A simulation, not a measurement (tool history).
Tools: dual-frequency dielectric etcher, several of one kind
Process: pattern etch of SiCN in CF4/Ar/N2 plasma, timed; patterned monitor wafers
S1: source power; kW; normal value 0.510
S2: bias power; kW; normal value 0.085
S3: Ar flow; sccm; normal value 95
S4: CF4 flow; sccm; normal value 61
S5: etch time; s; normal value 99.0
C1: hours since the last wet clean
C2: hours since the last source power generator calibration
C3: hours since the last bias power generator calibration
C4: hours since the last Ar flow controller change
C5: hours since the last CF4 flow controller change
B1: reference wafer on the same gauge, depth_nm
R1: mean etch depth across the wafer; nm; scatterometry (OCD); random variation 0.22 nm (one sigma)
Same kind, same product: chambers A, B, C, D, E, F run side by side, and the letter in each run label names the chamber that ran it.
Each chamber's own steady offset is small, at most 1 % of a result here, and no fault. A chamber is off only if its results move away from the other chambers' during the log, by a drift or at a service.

| run | day | S1 | S2 | S3 | S4 | S5 | C1 | C2 | C3 | C4 | C5 | B1 | R1 |
|---|---|---|---|---|---|---|---|---|---|---|---|---|---|
| 1A | 0.238 | 0.510 | 0.085 | 95 | 61 | 99.0 | 387.3 | 2183.7 | 3544.5 | 2496.1 | 2505.9 | 81.016 | 99.292 |
| 2F | 0.521 | 0.510 | 0.085 | 95 | 61 | 99.0 | 249.4 | 380.7 | 2793.5 | 1724.6 | 2596.3 | 80.934 | 100.600 |
| 3C | 0.779 | 0.510 | 0.085 | 95 | 61 | 99.0 | 377.2 | 533.5 | 1799.0 | 1386.2 | 1333.0 | 80.985 | 99.703 |
| 4E | 1.117 | 0.510 | 0.085 | 95 | 61 | 99.0 | 170.6 | 675.3 | 3525.7 | 2580.7 | 507.4 | 80.997 | 99.786 |
| 5D | 1.279 | 0.510 | 0.085 | 95 | 61 | 99.0 | 167.8 | 2368.0 | 1385.6 | 547.0 | 2557.0 | 81.013 | 100.310 |
| 6B | 1.471 | 0.510 | 0.085 | 95 | 61 | 99.0 | 598.8 | 1848.7 | 3082.6 | 370.5 | 210.7 | 80.955 | 99.626 |
|  | 1.496 | chamber B: wet clean of the chamber |
| 7B | 1.704 | 0.510 | 0.085 | 95 | 61 | 99.0 | 5.0 | 1854.3 | 3088.2 | 376.1 | 216.3 | 81.008 | 99.604 |
|  | 1.821 | chamber C: wet clean of the chamber |
| 8C | 1.942 | 0.510 | 0.085 | 95 | 61 | 99.0 | 2.9 | 561.4 | 1826.9 | 1414.1 | 1360.9 | 81.037 | 100.080 |
| 9D | 2.221 | 0.510 | 0.085 | 78 | 61 | 99.0 | 190.4 | 2390.6 | 1408.2 | 569.6 | 2579.6 | 80.972 | 103.400 |
| 10E | 2.533 | 0.510 | 0.085 | 78 | 61 | 99.0 | 204.6 | 709.3 | 3559.7 | 2614.7 | 541.4 | 80.979 | 102.530 |
| 11A | 2.838 | 0.510 | 0.085 | 78 | 61 | 99.0 | 449.7 | 2246.1 | 3606.9 | 2558.5 | 2568.3 | 81.046 | 101.790 |
| 12F | 3.038 | 0.510 | 0.085 | 78 | 61 | 99.0 | 309.8 | 441.1 | 2853.9 | 1785.0 | 2656.7 | 80.944 | 103.490 |
| 13D | 3.279 | 0.510 | 0.085 | 78 | 61 | 99.0 | 215.8 | 2416.0 | 1433.6 | 595.0 | 2605.0 | 80.971 | 103.240 |
| 14E | 3.588 | 0.510 | 0.085 | 78 | 61 | 99.0 | 229.9 | 734.6 | 3585.0 | 2640.0 | 566.7 | 81.004 | 102.520 |
| 15F | 3.862 | 0.510 | 0.085 | 95 | 69 | 78.5 | 329.6 | 460.9 | 2873.7 | 1804.8 | 2676.5 | 81.015 | 81.034 |
| 16B | 4.162 | 0.510 | 0.085 | 95 | 69 | 78.5 | 64.0 | 1913.3 | 3147.2 | 435.1 | 275.3 | 81.038 | 80.001 |
| 17C | 4.425 | 0.510 | 0.085 | 95 | 69 | 78.5 | 62.5 | 621.0 | 1886.5 | 1473.7 | 1420.5 | 81.000 | 80.835 |
|  | 4.467 | chamber A: wet clean of the chamber |
| 18A | 4.671 | 0.510 | 0.085 | 95 | 69 | 78.5 | 4.9 | 2290.1 | 3650.9 | 2602.5 | 2612.3 | 80.969 | 77.839 |
| 19F | 4.954 | 0.510 | 0.085 | 95 | 69 | 78.5 | 355.8 | 487.1 | 2899.9 | 1831.0 | 2702.7 | 81.000 | 81.168 |
|  | 4.958 | chamber A: bias power generator calibrated |
| 20D | 5.146 | 0.510 | 0.085 | 95 | 69 | 78.5 | 260.6 | 2460.8 | 1478.4 | 639.8 | 2649.8 | 81.045 | 81.129 |
| 21C | 5.329 | 0.510 | 0.085 | 95 | 61 | 99.0 | 84.2 | 642.7 | 1908.2 | 1495.4 | 1442.2 | 80.975 | 100.000 |
| 22E | 5.583 | 0.510 | 0.085 | 95 | 61 | 99.0 | 277.8 | 782.5 | 3632.9 | 2687.9 | 614.6 | 80.960 | 99.920 |
| 23A | 5.908 | 0.510 | 0.085 | 95 | 61 | 99.0 | 34.6 | 2319.8 | 22.8 | 2632.2 | 2642.0 | 81.001 | 96.193 |
|  | 5.958 | chamber E: bias power generator calibrated |
| 24B | 6.062 | 0.510 | 0.085 | 95 | 61 | 99.0 | 109.6 | 1958.9 | 3192.8 | 480.7 | 320.9 | 81.067 | 99.770 |
| 25D | 6.358 | 0.390 | 0.085 | 95 | 61 | 76.5 | 289.7 | 2489.9 | 1507.5 | 668.9 | 2678.9 | 81.007 | 61.361 |
| 26B | 6.683 | 0.390 | 0.085 | 95 | 61 | 76.5 | 124.5 | 1973.8 | 3207.7 | 495.6 | 335.8 | 80.949 | 60.970 |
| 27E | 6.950 | 0.390 | 0.085 | 95 | 61 | 76.5 | 310.6 | 815.3 | 23.8 | 2720.7 | 647.4 | 80.993 | 60.585 |
| 28C | 7.271 | 0.390 | 0.085 | 95 | 61 | 76.5 | 130.8 | 689.3 | 1954.8 | 1542.0 | 1488.8 | 80.981 | 60.779 |
| 29F | 7.467 | 0.390 | 0.085 | 95 | 61 | 76.5 | 416.1 | 547.4 | 2960.2 | 1891.3 | 2763.0 | 80.946 | 61.110 |
| 30A | 7.642 | 0.390 | 0.085 | 95 | 61 | 76.5 | 76.2 | 2361.4 | 64.4 | 2673.8 | 2683.6 | 80.961 | 59.118 |
| 31B | 7.942 | 0.510 | 0.085 | 95 | 61 | 99.0 | 154.7 | 2004.0 | 3237.9 | 525.8 | 366.0 | 81.016 | 99.410 |
| 32E | 8.238 | 0.510 | 0.085 | 95 | 61 | 99.0 | 341.5 | 846.2 | 54.7 | 2751.6 | 678.3 | 81.033 | 99.766 |
| 33F | 8.496 | 0.510 | 0.085 | 95 | 61 | 99.0 | 440.8 | 572.1 | 2984.9 | 1916.0 | 2787.7 | 81.016 | 100.290 |
| 34C | 8.704 | 0.510 | 0.085 | 95 | 61 | 99.0 | 165.2 | 723.7 | 1989.2 | 1576.4 | 1523.2 | 80.962 | 99.798 |
| 35D | 8.904 | 0.510 | 0.085 | 95 | 61 | 99.0 | 350.8 | 2551.0 | 1568.6 | 730.0 | 2740.0 | 81.006 | 100.330 |
| 36A | 9.204 | 0.510 | 0.085 | 95 | 61 | 99.0 | 113.7 | 2398.9 | 101.9 | 2711.3 | 2721.1 | 81.036 | 96.131 |
| 37F | 9.396 | 0.510 | 0.085 | 95 | 61 | 99.0 | 462.4 | 593.7 | 3006.5 | 1937.6 | 2809.3 | 80.981 | 100.800 |
| 38B | 9.600 | 0.510 | 0.085 | 95 | 61 | 99.0 | 194.5 | 2043.8 | 3277.7 | 565.6 | 405.8 | 81.005 | 99.315 |

All 6 chambers run these settings next. Forecast each chamber's results:
| 39A | 9.846 | 0.510 | 0.085 | 95 | 61 | 99.0 |  |  |  |  |  |  | ? |
| 39B | 9.846 | 0.510 | 0.085 | 95 | 61 | 99.0 |  |  |  |  |  |  | ? |
| 39C | 9.846 | 0.510 | 0.085 | 95 | 61 | 99.0 |  |  |  |  |  |  | ? |
| 39D | 9.846 | 0.510 | 0.085 | 95 | 61 | 99.0 |  |  |  |  |  |  | ? |
| 39E | 9.846 | 0.510 | 0.085 | 95 | 61 | 99.0 |  |  |  |  |  |  | ? |
| 39F | 9.846 | 0.510 | 0.085 | 95 | 61 | 99.0 |  |  |  |  |  |  | ? |

| run | R1 |
|---|---|
| 39A | 95.958 |
| 39B | 99.559 |
| 39C | 99.741 |
| 39D | 100.240 |
| 39E | 99.915 |
| 39F | 100.620 |
